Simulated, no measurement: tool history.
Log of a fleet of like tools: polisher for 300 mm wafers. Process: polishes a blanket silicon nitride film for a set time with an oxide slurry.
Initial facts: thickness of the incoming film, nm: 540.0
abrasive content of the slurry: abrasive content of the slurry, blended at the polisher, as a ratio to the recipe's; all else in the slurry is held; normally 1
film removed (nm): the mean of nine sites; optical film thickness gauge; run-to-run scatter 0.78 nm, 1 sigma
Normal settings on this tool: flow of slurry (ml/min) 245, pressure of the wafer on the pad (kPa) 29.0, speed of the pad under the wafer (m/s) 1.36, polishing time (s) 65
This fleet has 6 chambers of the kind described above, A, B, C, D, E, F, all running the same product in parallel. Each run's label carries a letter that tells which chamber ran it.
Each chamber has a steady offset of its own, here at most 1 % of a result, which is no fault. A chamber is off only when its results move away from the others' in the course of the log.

| run | hour | flow of slurry (ml/min) | pressure of the wafer on the pad (kPa) | speed of the pad under the wafer (m/s) | abrasive content of the slurry | polishing time (s) | film removed (nm) |
|---|---|---|---|---|---|---|---|
|  | 3.9 | chamber F: slurry blender recalibrated |
| 1A | 7.8 | 245 | 29.0 | 1.36 | 1 | 65 | 58.712 |
| 2C | 19.0 | 245 | 29.0 | 1.36 | 1 | 65 | 59.055 |
|  | 24.2 | chamber E: slurry blender recalibrated |
|  | 26.5 | chamber A: worn pad replaced by a new one |
|  | 28.8 | chamber D: slurry blender recalibrated |
|  | 32.0 | chamber A: conditioning disc replaced and pad reconditioned |
| 3B | 33.7 | 245 | 29.0 | 1.36 | 1 | 65 | 58.042 |
|  | 37.0 | chamber E: conditioning disc replaced and pad reconditioned |
| 4F | 46.0 | 245 | 29.0 | 1.36 | 1 | 65 | 57.533 |
|  | 50.9 | chamber B: head pressure recalibrated |
| 5D | 56.1 | 245 | 29.0 | 1.36 | 1 | 65 | 60.024 |
|  | 56.5 | chamber D: worn pad replaced by a new one |
|  | 61.0 | chamber D: slurry nozzle cleaned |
| 6E | 66.0 | 245 | 29.0 | 1.36 | 1 | 65 | 59.444 |
|  | 69.4 | chamber F: conditioning disc replaced and pad reconditioned |
| 7C | 78.8 | 245 | 34.5 | 1.08 | 1 | 65 | 59.004 |
|  | 81.5 | chamber E: worn pad replaced by a new one |
| 8A | 86.0 | 245 | 34.5 | 1.08 | 1 | 65 | 58.438 |
|  | 88.2 | chamber F: worn pad replaced by a new one |
|  | 96.6 | chamber C: worn pad replaced by a new one |
| 9B | 96.9 | 245 | 34.5 | 1.08 | 1 | 65 | 59.164 |
| 10D | 108.9 | 245 | 34.5 | 1.08 | 1 | 65 | 59.395 |
| 11E | 119.7 | 245 | 34.5 | 1.08 | 1 | 65 | 57.148 |
|  | 125.3 | chamber B: worn pad replaced by a new one |
|  | 127.2 | chamber A: worn pad replaced by a new one |
| 12F | 128.0 | 245 | 34.5 | 1.08 | 1 | 65 | 58.999 |
|  | 132.3 | chamber A: slurry blender recalibrated |
| 13D | 137.8 | 165 | 29.0 | 1.54 | 1 | 65 | 62.019 |
|  | 148.5 | chamber B: slurry blender recalibrated |
| 14F | 152.1 | 165 | 29.0 | 1.54 | 1 | 65 | 62.491 |
|  | 154.5 | chamber E: slurry nozzle cleaned |
| 15C | 160.2 | 165 | 29.0 | 1.54 | 1 | 65 | 60.975 |
| 16A | 167.3 | 165 | 29.0 | 1.54 | 1 | 65 | 61.017 |
| 17B | 176.7 | 165 | 29.0 | 1.54 | 1 | 65 | 60.973 |
| 18E | 185.6 | 165 | 29.0 | 1.54 | 1 | 65 | 62.045 |
|  | 197.3 | chamber D: worn pad replaced by a new one |
| 19C | 197.8 | 245 | 29.0 | 1.36 | 1 | 65 | 58.740 |
|  | 201.8 | chamber C: slurry blender recalibrated |
|  | 202.7 | chamber C: worn pad replaced by a new one |
| 20D | 206.1 | 245 | 29.0 | 1.36 | 1 | 65 | 59.749 |
| 21E | 215.2 | 245 | 29.0 | 1.36 | 1 | 65 | 59.737 |
|  | 218.5 | chamber D: slurry blender recalibrated |
|  | 222.7 | chamber A: worn pad replaced by a new one |
|  | 228.5 | chamber D: conditioning disc replaced and pad reconditioned |
| 22F | 231.1 | 245 | 29.0 | 1.36 | 1 | 65 | 59.387 |
|  | 234.6 | chamber F: slurry nozzle cleaned |
|  | 235.2 | chamber E: head pressure recalibrated |
| 23B | 246.4 | 245 | 29.0 | 1.36 | 1 | 65 | 59.370 |
|  | 249.2 | chamber F: worn pad replaced by a new one |
|  | 253.3 | chamber F: conditioning disc replaced and pad reconditioned |
|  | 260.0 | chamber E: worn pad replaced by a new one |
| 24A | 260.9 | 245 | 29.0 | 1.36 | 1 | 65 | 57.830 |
|  | 274.4 | chamber B: worn pad replaced by a new one |
| 25E | 274.8 | 245 | 29.0 | 1.36 | 1 | 65 | 58.051 |
| 26B | 284.5 | 245 | 29.0 | 1.36 | 1 | 65 | 58.205 |
| 27D | 298.9 | 245 | 29.0 | 1.36 | 1 | 65 | 58.390 |
| 28A | 311.1 | 245 | 29.0 | 1.36 | 1 | 65 | 59.420 |
|  | 317.2 | chamber C: worn pad replaced by a new one |
|  | 324.6 | chamber A: worn pad replaced by a new one |
| 29C | 326.0 | 245 | 29.0 | 1.36 | 1 | 65 | 58.167 |
| 30F | 337.6 | 245 | 29.0 | 1.36 | 1 | 65 | 59.833 |
|  | 338.2 | chamber B: slurry blender recalibrated |
| 31D | 346.8 | 245 | 23.4 | 1.68 | 1 | 65 | 56.673 |
|  | 351.6 | chamber F: slurry blender recalibrated |
|  | 357.7 | chamber F: head pressure recalibrated |
| 32F | 359.4 | 245 | 23.4 | 1.68 | 1 | 65 | 57.222 |
| 33C | 371.8 | 245 | 23.4 | 1.68 | 1 | 65 | 55.643 |
|  | 383.9 | chamber B: slurry nozzle cleaned |
| 34E | 383.9 | 245 | 23.4 | 1.68 | 1 | 65 | 55.877 |
|  | 387.0 | chamber B: head pressure recalibrated |
| 35A | 397.8 | 245 | 23.4 | 1.68 | 1 | 65 | 56.373 |
| 36B | 405.3 | 245 | 23.4 | 1.68 | 1 | 65 | 55.831 |

Is one chamber out of step, is the gauge drifting, or do the chambers differ by no more than their own small offsets? For an off chamber, give its letter and the likeliest cause.

No chamber stands off beyond its own small offset, and the gauge holds steady.
